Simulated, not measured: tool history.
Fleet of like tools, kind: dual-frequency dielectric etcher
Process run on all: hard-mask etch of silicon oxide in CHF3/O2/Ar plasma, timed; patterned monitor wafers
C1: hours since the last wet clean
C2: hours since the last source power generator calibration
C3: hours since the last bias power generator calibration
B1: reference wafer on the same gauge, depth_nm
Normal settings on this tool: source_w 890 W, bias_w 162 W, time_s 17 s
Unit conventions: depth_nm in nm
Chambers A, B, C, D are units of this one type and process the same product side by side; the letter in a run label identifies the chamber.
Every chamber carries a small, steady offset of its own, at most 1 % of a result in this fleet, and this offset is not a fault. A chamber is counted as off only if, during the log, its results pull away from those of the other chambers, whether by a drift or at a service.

run 1A hour=6.9 | source_w=890 bias_w=162 time_s=17 | C1=449.1 C2=2893.7 C3=3838.6 | B1=36.338 | depth_nm=38.322
run 2C hour=21.6 | source_w=890 bias_w=162 time_s=17 | C1=111.2 C2=1779.1 C3=1932 | B1=36.437 | depth_nm=37.97
run 3B hour=30.9 | source_w=890 bias_w=162 time_s=17 | C1=222.8 C2=1554.5 C3=3547.3 | B1=36.392 | depth_nm=38.394
run 4D hour=42.5 | source_w=890 bias_w=162 time_s=17 | C1=242.9 C2=3473.1 C3=1336.4 | B1=36.382 | depth_nm=37.422
-- hour=45.7 chamber A: wet clean of the chamber
-- hour=50 chamber A: bias power generator calibrated
run 5C hour=53.8 | source_w=890 bias_w=162 time_s=17 | C1=143.4 C2=1811.3 C3=1964.2 | B1=36.347 | depth_nm=37.901
run 6D hour=64.3 | source_w=890 bias_w=162 time_s=17 | C1=264.7 C2=3494.9 C3=1358.2 | B1=36.362 | depth_nm=37.424
run 7A hour=72.7 | source_w=760 bias_w=184 time_s=17 | C1=27.1 C2=2959.5 C3=22.7 | B1=36.372 | depth_nm=36.848
run 8B hour=83.8 | source_w=760 bias_w=184 time_s=17 | C1=275.7 C2=1607.4 C3=3600.2 | B1=36.339 | depth_nm=36.928
run 9A hour=98.1 | source_w=760 bias_w=184 time_s=17 | C1=52.5 C2=2984.9 C3=48.1 | B1=36.364 | depth_nm=37.126
run 10D hour=105.6 | source_w=760 bias_w=184 time_s=17 | C1=306 C2=3536.2 C3=1399.5 | B1=36.364 | depth_nm=36.722
run 11B hour=114.5 | source_w=890 bias_w=162 time_s=17 | C1=306.4 C2=1638.1 C3=3630.9 | B1=36.397 | depth_nm=37.918
run 12C hour=121.8 | source_w=890 bias_w=162 time_s=17 | C1=211.4 C2=1879.3 C3=2032.2 | B1=36.401 | depth_nm=37.493
run 13A hour=132.3 | source_w=890 bias_w=162 time_s=17 | C1=86.7 C2=3019.1 C3=82.3 | B1=36.418 | depth_nm=37.579
run 14D hour=143.9 | source_w=890 bias_w=162 time_s=17 | C1=344.3 C2=3574.5 C3=1437.8 | B1=36.424 | depth_nm=37.485
run 15B hour=159.2 | source_w=890 bias_w=162 time_s=17 | C1=351.1 C2=1682.8 C3=3675.6 | B1=36.43 | depth_nm=37.683
run 16C hour=171.3 | source_w=990 bias_w=162 time_s=17 | C1=260.9 C2=1928.8 C3=2081.7 | B1=36.405 | depth_nm=39.412
run 17A hour=179.5 | source_w=990 bias_w=162 time_s=17 | C1=133.9 C2=3066.3 C3=129.5 | B1=36.454 | depth_nm=39.334
run 18D hour=193.9 | source_w=990 bias_w=162 time_s=17 | C1=394.3 C2=3624.5 C3=1487.8 | B1=36.368 | depth_nm=37.964
run 19B hour=203.4 | source_w=990 bias_w=162 time_s=17 | C1=395.3 C2=1727 C3=3719.8 | B1=36.429 | depth_nm=39.842
run 20C hour=212.3 | source_w=890 bias_w=162 time_s=17 | C1=301.9 C2=1969.8 C3=2122.7 | B1=36.368 | depth_nm=37.731
run 21C hour=220.8 | source_w=890 bias_w=162 time_s=17 | C1=310.4 C2=1978.3 C3=2131.2 | B1=36.437 | depth_nm=38.153
-- hour=225.5 chamber D: source power generator calibrated
run 22A hour=227.9 | source_w=890 bias_w=162 time_s=17 | C1=182.3 C2=3114.7 C3=177.9 | B1=36.405 | depth_nm=37.804
run 23D hour=243 | source_w=890 bias_w=162 time_s=17 | C1=443.4 C2=17.6 C3=1536.9 | B1=36.393 | depth_nm=36.415
run 24B hour=249.9 | source_w=890 bias_w=162 time_s=17 | C1=441.8 C2=1773.5 C3=3766.3 | B1=36.428 | depth_nm=38.284
run 25B hour=257.1 | source_w=1060 bias_w=181 time_s=17 | C1=449 C2=1780.7 C3=3773.5 | B1=36.365 | depth_nm=42.467
run 26A hour=266 | source_w=1060 bias_w=181 time_s=17 | C1=220.4 C2=3152.8 C3=216 | B1=36.411 | depth_nm=41.762

Which is it: a chamber that has drifted or been left off by a service, a gauge drift common to all chambers, or only each chamber's usual small offset? If a chamber is off, name it and its likeliest cause.

One chamber, D, drifts off from the rest bit by bit.
Cause: etch rate under this chamber's usual, % = 4.11.

Here are 4 candidates for chamber D's next run, each the usual settings with a change, their results left as question marks. Which one brings its results back in line with what the others give on the usual settings?
Counts as in line when no further than this from what the other chambers average on the usual settings: depth_nm 0.79 nm
run 27D-1 hour=277 | source_w=820 bias_w=151 time_s=17 | depth_nm=?
run 27D-2 hour=277 | source_w=870 bias_w=159 time_s=17 | depth_nm=?
run 27D-3 hour=277 | source_w=910 bias_w=165 time_s=17 | depth_nm=?
run 27D-4 hour=277 | source_w=890 bias_w=188 time_s=17 | depth_nm=?

Usual-settings mean across the other chambers: depth_nm 37.908 nm
run=27D-1 depth_nm=34.026
run=27D-2 depth_nm=35.415
run=27D-3 depth_nm=36.482
run=27D-4 depth_nm=37.755
The answer is 27D-4, which returns the chamber to within the allowed miss of the others.

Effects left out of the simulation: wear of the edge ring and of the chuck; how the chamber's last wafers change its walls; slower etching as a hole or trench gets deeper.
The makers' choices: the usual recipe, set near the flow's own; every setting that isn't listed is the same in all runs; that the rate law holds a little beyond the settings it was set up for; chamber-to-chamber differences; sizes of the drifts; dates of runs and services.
